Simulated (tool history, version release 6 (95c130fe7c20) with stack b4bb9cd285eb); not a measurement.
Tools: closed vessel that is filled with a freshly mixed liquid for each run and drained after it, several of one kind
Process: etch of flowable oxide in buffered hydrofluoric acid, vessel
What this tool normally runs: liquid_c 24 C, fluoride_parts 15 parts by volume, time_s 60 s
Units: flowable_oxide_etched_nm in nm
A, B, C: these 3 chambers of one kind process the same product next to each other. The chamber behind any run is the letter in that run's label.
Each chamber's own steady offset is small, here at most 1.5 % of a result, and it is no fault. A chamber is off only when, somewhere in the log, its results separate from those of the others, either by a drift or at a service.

run,hour,liquid_c,fluoride_parts,time_s,hours since the thermometer was replaced,hours since the hydrofluoric acid flow meter was replaced,"read-back film thickness of the flowable oxide reference wafer, read on the same gauge (nm)",flowable_oxide_etched_nm
1A,11.5,24,15,60,531.8,999.8,109.99,151.73
2C,18.9,24,15,60,1309.8,624.1,109.99,152.7
3B,34.6,24,15,60,756.4,1269,109.97,152.01
4C,44.5,24,15,60,1335.4,649.7,110,154.08
5B,55.8,24,15,60,777.6,1290.2,110.02,151.93
6A,63.5,24,15,60,583.8,1051.8,110,150.61
7B,74.2,24,15,60,796,1308.6,109.99,151.1
8A,84.8,24,11.5,90,605.1,1073.1,110,298.83
9C,98.4,24,11.5,90,1389.3,703.6,109.99,299.29
10B,107.1,24,11.5,90,828.9,1341.5,110.04,294.84
11A,121.3,24,15,60,641.6,1109.6,110,152.02
12C,135.4,24,15,60,1426.3,740.6,110,152.61
13C,147.7,24,15,60,1438.6,752.9,109.95,151.05
14B,155.6,24,15,60,877.4,1390,110.01,152.91
# hour 157: chamber B: thermometer replaced
15A,163.8,24,15,60,684.1,1152.1,109.97,152.23
# hour 165.2: chamber C: thermometer replaced
16B,171.4,24,15,60,14.4,1405.8,109.98,153.85
17C,182.2,24,15,60,17.1,787.4,109.98,149.47
18A,196.3,24,15,60,716.6,1184.6,110.02,153.54
19B,205.6,24,18.5,60,48.6,1440,109.98,125.35
20A,215.4,24,18.5,60,735.7,1203.7,110.01,124.86
21C,229,24,18.5,60,63.9,834.2,109.99,119.79
22B,242,24,15,60,85,1476.4,110.03,150.93
23A,256.1,24,15,60,776.4,1244.4,110.01,151.04
24C,271.6,24,15,60,106.5,876.8,110,146.2
25B,286.8,24,15,60,129.8,1521.2,110.04,152.71
26A,295.8,24,18,60,816.1,1284.1,109.98,127.71
27C,311.5,24,18,60,146.4,916.7,109.99,119.06
28C,322.6,24,18,60,157.5,927.8,109.99,118.19
29B,332.8,24,15,60,175.8,1567.2,109.97,155.54
30A,345.4,24,15,60,865.7,1333.7,109.98,151.66
31A,356.7,24,15,60,877,1345,110,150.23
32B,367.1,24,15,60,210.1,1601.5,109.99,154.21
33C,378.6,24,15,60,213.5,983.8,110.01,141.64
34C,389.6,24,15,60,224.5,994.8,110.03,139.45
35B,404,24,15,60,247,1638.4,109.98,151.54
36A,418.1,24,15,60,938.4,1406.4,110,149.53
37A,427.2,24,20.5,60,947.5,1415.5,110.01,112.73

One chamber off, gauge drift, or nothing amiss beyond the chambers' own small offsets? If it is a chamber, which one, and what is the likeliest cause?

One chamber, C, drifts off from the rest bit by bit.
Cause: hydrofluoric acid flow below the setpoint (%) = 11.1.

Below are 4 candidate recipes for chamber C's next run, each the usual settings with a change, their results shown as question marks. Which of them brings C's results back in line with what the other chambers give on the usual settings?
To be in line, a result may differ from the other chambers' mean on the usual settings by at most: flowable_oxide_etched_nm 4.4 nm
38C-1,439,24,14.5,60,,,,?
38C-2,439,24,15.5,55,,,,?
38C-3,439,24.5,15,65,,,,?
38C-4,439,24,15.5,60,,,,?

Usual-settings mean across the other chambers: flowable_oxide_etched_nm 152.48 nm
run,flowable_oxide_etched_nm
38C-1,141.64
38C-2,121.7
38C-3,152.59
38C-4,132.77
The answer is 38C-3, which returns the chamber to within the allowed miss of the others.
